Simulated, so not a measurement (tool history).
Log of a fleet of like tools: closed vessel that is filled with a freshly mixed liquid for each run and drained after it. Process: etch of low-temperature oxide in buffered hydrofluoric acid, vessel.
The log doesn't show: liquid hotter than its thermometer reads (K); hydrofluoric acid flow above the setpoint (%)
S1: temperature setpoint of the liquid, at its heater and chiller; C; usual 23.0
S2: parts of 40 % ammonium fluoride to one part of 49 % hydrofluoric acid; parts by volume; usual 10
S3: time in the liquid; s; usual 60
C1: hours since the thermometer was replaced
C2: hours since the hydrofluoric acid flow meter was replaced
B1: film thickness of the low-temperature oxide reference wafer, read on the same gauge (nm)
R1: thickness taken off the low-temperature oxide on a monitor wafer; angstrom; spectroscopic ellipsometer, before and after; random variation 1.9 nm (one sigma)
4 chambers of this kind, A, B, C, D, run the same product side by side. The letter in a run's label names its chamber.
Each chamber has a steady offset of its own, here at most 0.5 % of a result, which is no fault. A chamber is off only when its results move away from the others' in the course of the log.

run	hour	S1	S2	S3	C1	C2	B1	R1
1C	5.6	23.0	10	60	1154.2	326.8	49.988	2216.4
2B	12.4	23.0	10	60	487.6	873.3	50.027	2232.2
3A	21.9	23.0	10	60	961.0	470.7	50.031	2205.1
4D	33.3	23.0	10	60	1356.6	119.6	50.008	2227.5
5D	41.7	23.0	10	60	1365.0	128.0	50.050	2197.2
6B	47.7	18.5	10	95	522.9	908.6	49.998	2740.0
7A	55.4	18.5	10	95	994.5	504.2	49.977	2763.1
8C	64.1	18.5	10	95	1212.7	385.3	50.000	2715.8
9B	74.9	18.5	10	95	550.1	935.8	50.019	2748.1
10A	82.1	23.0	10	60	1021.2	530.9	49.981	2215.7
11C	90.6	23.0	10	60	1239.2	411.8	49.942	2274.9
12D	98.4	23.0	10	60	1421.7	184.7	50.020	2235.3
13C	105.0	23.0	10	60	1253.6	426.2	49.998	2241.2
14B	116.6	23.0	10	60	591.8	977.5	49.984	2232.1
15A	123.2	23.0	10	60	1062.3	572.0	49.997	2182.2
16D	131.5	23.0	10	60	1454.8	217.8	50.022	2243.1
17D	140.8	23.0	10	60	1464.1	227.1	49.989	2202.9
18C	147.7	23.0	10	95	1296.3	468.9	50.051	3649.4
19A	153.4	23.0	10	95	1092.5	602.2	49.981	3527.3
20B	160.8	23.0	10	95	636.0	1021.7	49.993	3507.3
21C	169.2	23.0	10	95	1317.8	490.4	49.995	3679.6
22D	174.8	23.0	10	60	1498.1	261.1	49.991	2205.7
23A	180.9	23.0	10	60	1120.0	629.7	49.987	2216.7
24B	190.3	23.0	10	60	665.5	1051.2	50.039	2210.5
# hour 194.3: chamber B: hydrofluoric acid flow meter replaced
25A	197.0	23.0	10	60	1136.1	645.8	50.006	2234.6
26C	208.9	23.0	10	60	1357.5	530.1	50.021	2334.7
27D	214.2	23.0	10	60	1537.5	300.5	50.014	2222.3
28B	223.5	23.0	10	60	698.7	29.3	49.981	2210.0
29C	231.0	23.0	10	60	1379.6	552.2	50.072	2360.3

All 4 chambers run these settings next. Forecast each chamber's results:
30A	239.6	23.0	10	60				?
30B	239.6	23.0	10	60				?
30C	239.6	23.0	10	60				?
30D	239.6	23.0	10	60				?

run	R1
30A	2237.3
30B	2168.7
30C	2346.2
30D	2206.5

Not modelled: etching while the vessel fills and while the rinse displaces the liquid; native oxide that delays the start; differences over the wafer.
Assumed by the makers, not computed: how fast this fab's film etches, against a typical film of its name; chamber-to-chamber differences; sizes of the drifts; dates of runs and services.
